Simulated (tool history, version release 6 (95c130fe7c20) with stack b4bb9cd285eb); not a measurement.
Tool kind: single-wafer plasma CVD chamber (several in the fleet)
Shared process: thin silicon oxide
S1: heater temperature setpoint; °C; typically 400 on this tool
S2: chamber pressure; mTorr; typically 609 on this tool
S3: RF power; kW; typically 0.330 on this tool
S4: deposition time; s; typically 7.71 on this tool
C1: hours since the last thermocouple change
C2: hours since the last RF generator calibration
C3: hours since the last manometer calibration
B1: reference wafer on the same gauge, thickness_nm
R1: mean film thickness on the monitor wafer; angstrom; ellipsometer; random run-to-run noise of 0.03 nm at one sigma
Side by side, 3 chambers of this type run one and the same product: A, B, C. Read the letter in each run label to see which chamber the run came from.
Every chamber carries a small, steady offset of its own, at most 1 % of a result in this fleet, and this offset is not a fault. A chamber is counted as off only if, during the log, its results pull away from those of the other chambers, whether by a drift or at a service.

{"run": "1A", "hour": 5.2, "S1": 400, "S2": 609, "S3": 0.33, "S4": 7.71, "C1": 325.4, "C2": 492.0, "C3": 364.8, "B1": 12.999, "R1": 110.61}
{"run": "2B", "hour": 14.5, "S1": 400, "S2": 609, "S3": 0.33, "S4": 7.71, "C1": 1386.7, "C2": 1803.1, "C3": 391.3, "B1": 12.994, "R1": 111.42}
{"run": "3C", "hour": 20.7, "S1": 400, "S2": 609, "S3": 0.33, "S4": 7.71, "C1": 644.4, "C2": 959.0, "C3": 1122.7, "B1": 12.998, "R1": 111.65}
{"run": "4B", "hour": 29.1, "S1": 400, "S2": 609, "S3": 0.33, "S4": 7.71, "C1": 1401.3, "C2": 1817.7, "C3": 405.9, "B1": 13.004, "R1": 111.35}
{"run": "5C", "hour": 34.7, "S1": 400, "S2": 609, "S3": 0.33, "S4": 7.71, "C1": 658.4, "C2": 973.0, "C3": 1136.7, "B1": 12.994, "R1": 112.32}
{"run": "6A", "hour": 43.6, "S1": 400, "S2": 609, "S3": 0.33, "S4": 7.71, "C1": 363.8, "C2": 530.4, "C3": 403.2, "B1": 13.007, "R1": 110.86}
{"run": "7C", "hour": 52.7, "S1": 400, "S2": 609, "S3": 0.33, "S4": 7.71, "C1": 676.4, "C2": 991.0, "C3": 1154.7, "B1": 13.007, "R1": 112.13}
{"run": "8A", "hour": 59.0, "S1": 400, "S2": 609, "S3": 0.33, "S4": 7.71, "C1": 379.2, "C2": 545.8, "C3": 418.6, "B1": 13.0, "R1": 110.98}
{"run": "9B", "hour": 65.3, "S1": 400, "S2": 609, "S3": 0.33, "S4": 7.71, "C1": 1437.5, "C2": 1853.9, "C3": 442.1, "B1": 13.0, "R1": 111.08}
{"run": "10C", "hour": 71.7, "S1": 400, "S2": 609, "S3": 0.33, "S4": 7.71, "C1": 695.4, "C2": 1010.0, "C3": 1173.7, "B1": 12.994, "R1": 112.33}
{"run": "11B", "hour": 79.6, "S1": 400, "S2": 609, "S3": 0.33, "S4": 7.71, "C1": 1451.8, "C2": 1868.2, "C3": 456.4, "B1": 12.998, "R1": 110.65}
{"run": "12A", "hour": 88.8, "S1": 400, "S2": 609, "S3": 0.37, "S4": 8.25, "C1": 409.0, "C2": 575.6, "C3": 448.4, "B1": 13.0, "R1": 122.75}
{"run": "13C", "hour": 97.5, "S1": 400, "S2": 609, "S3": 0.37, "S4": 8.25, "C1": 721.2, "C2": 1035.8, "C3": 1199.5, "B1": 12.997, "R1": 125.43}
{"run": "14A", "hour": 102.8, "S1": 400, "S2": 609, "S3": 0.37, "S4": 8.25, "C1": 423.0, "C2": 589.6, "C3": 462.4, "B1": 12.996, "R1": 123.64}
{"run": "15B", "hour": 113.2, "S1": 400, "S2": 609, "S3": 0.33, "S4": 7.71, "C1": 1485.4, "C2": 1901.8, "C3": 490.0, "B1": 12.993, "R1": 111.19}
{"run": "16C", "hour": 119.2, "S1": 400, "S2": 609, "S3": 0.33, "S4": 7.71, "C1": 742.9, "C2": 1057.5, "C3": 1221.2, "B1": 13.001, "R1": 112.48}
{"run": "17A", "hour": 124.8, "S1": 400, "S2": 609, "S3": 0.33, "S4": 7.71, "C1": 445.0, "C2": 611.6, "C3": 484.4, "B1": 13.005, "R1": 110.18}
{"run": "18B", "hour": 132.8, "S1": 400, "S2": 609, "S3": 0.33, "S4": 7.71, "C1": 1505.0, "C2": 1921.4, "C3": 509.6, "B1": 12.995, "R1": 110.96}
{"run": "19C", "hour": 137.8, "S1": 400, "S2": 609, "S3": 0.33, "S4": 7.71, "C1": 761.5, "C2": 1076.1, "C3": 1239.8, "B1": 13.002, "R1": 111.63}
{"run": "20B", "hour": 144.5, "S1": 400, "S2": 609, "S3": 0.33, "S4": 7.71, "C1": 1516.7, "C2": 1933.1, "C3": 521.3, "B1": 13.005, "R1": 110.52}
{"run": "21A", "hour": 153.1, "S1": 400, "S2": 609, "S3": 0.33, "S4": 7.71, "C1": 473.3, "C2": 639.9, "C3": 512.7, "B1": 12.995, "R1": 109.47}
{"run": "22B", "hour": 159.8, "S1": 400, "S2": 609, "S3": 0.33, "S4": 7.71, "C1": 1532.0, "C2": 1948.4, "C3": 536.6, "B1": 13.004, "R1": 110.71}
{"run": "23C", "hour": 168.3, "S1": 400, "S2": 609, "S3": 0.33, "S4": 7.71, "C1": 792.0, "C2": 1106.6, "C3": 1270.3, "B1": 12.997, "R1": 112.7}
{"run": "24A", "hour": 173.5, "S1": 400, "S2": 609, "S3": 0.33, "S4": 7.71, "C1": 493.7, "C2": 660.3, "C3": 533.1, "B1": 13.006, "R1": 108.94}
{"run": "25C", "hour": 179.6, "S1": 400, "S2": 609, "S3": 0.33, "S4": 7.71, "C1": 803.3, "C2": 1117.9, "C3": 1281.6, "B1": 13.0, "R1": 111.96}
{"run": "26A", "hour": 188.2, "S1": 400, "S2": 609, "S3": 0.33, "S4": 7.71, "C1": 508.4, "C2": 675.0, "C3": 547.8, "B1": 13.006, "R1": 109.45}
{"run": "27B", "hour": 195.8, "S1": 400, "S2": 609, "S3": 0.33, "S4": 7.71, "C1": 1568.0, "C2": 1984.4, "C3": 572.6, "B1": 12.995, "R1": 110.5}
{"run": "28B", "hour": 202.0, "S1": 400, "S2": 609, "S3": 0.33, "S4": 7.71, "C1": 1574.2, "C2": 1990.6, "C3": 578.8, "B1": 12.996, "R1": 110.32}
{"run": "29A", "hour": 211.5, "S1": 400, "S2": 609, "S3": 0.33, "S4": 9.03, "C1": 531.7, "C2": 698.3, "C3": 571.1, "B1": 12.991, "R1": 127.65}
{"run": "30C", "hour": 219.3, "S1": 400, "S2": 609, "S3": 0.33, "S4": 9.03, "C1": 843.0, "C2": 1157.6, "C3": 1321.3, "B1": 13.009, "R1": 131.01}
{"run": "31C", "hour": 227.1, "S1": 400, "S2": 609, "S3": 0.33, "S4": 9.03, "C1": 850.8, "C2": 1165.4, "C3": 1329.1, "B1": 13.007, "R1": 130.57}
{"run": "32B", "hour": 233.7, "S1": 400, "S2": 609, "S3": 0.33, "S4": 7.71, "C1": 1605.9, "C2": 2022.3, "C3": 610.5, "B1": 12.999, "R1": 110.65}

All 3 chambers run these settings next. Forecast each chamber's results:
{"run": "33A", "hour": 241.2, "S1": 400, "S2": 609, "S3": 0.33, "S4": 7.71, "R1": "?"}
{"run": "33B", "hour": 241.2, "S1": 400, "S2": 609, "S3": 0.33, "S4": 7.71, "R1": "?"}
{"run": "33C", "hour": 241.2, "S1": 400, "S2": 609, "S3": 0.33, "S4": 7.71, "R1": "?"}

run=33A R1=108.30
run=33B R1=110.99
run=33C R1=112.20

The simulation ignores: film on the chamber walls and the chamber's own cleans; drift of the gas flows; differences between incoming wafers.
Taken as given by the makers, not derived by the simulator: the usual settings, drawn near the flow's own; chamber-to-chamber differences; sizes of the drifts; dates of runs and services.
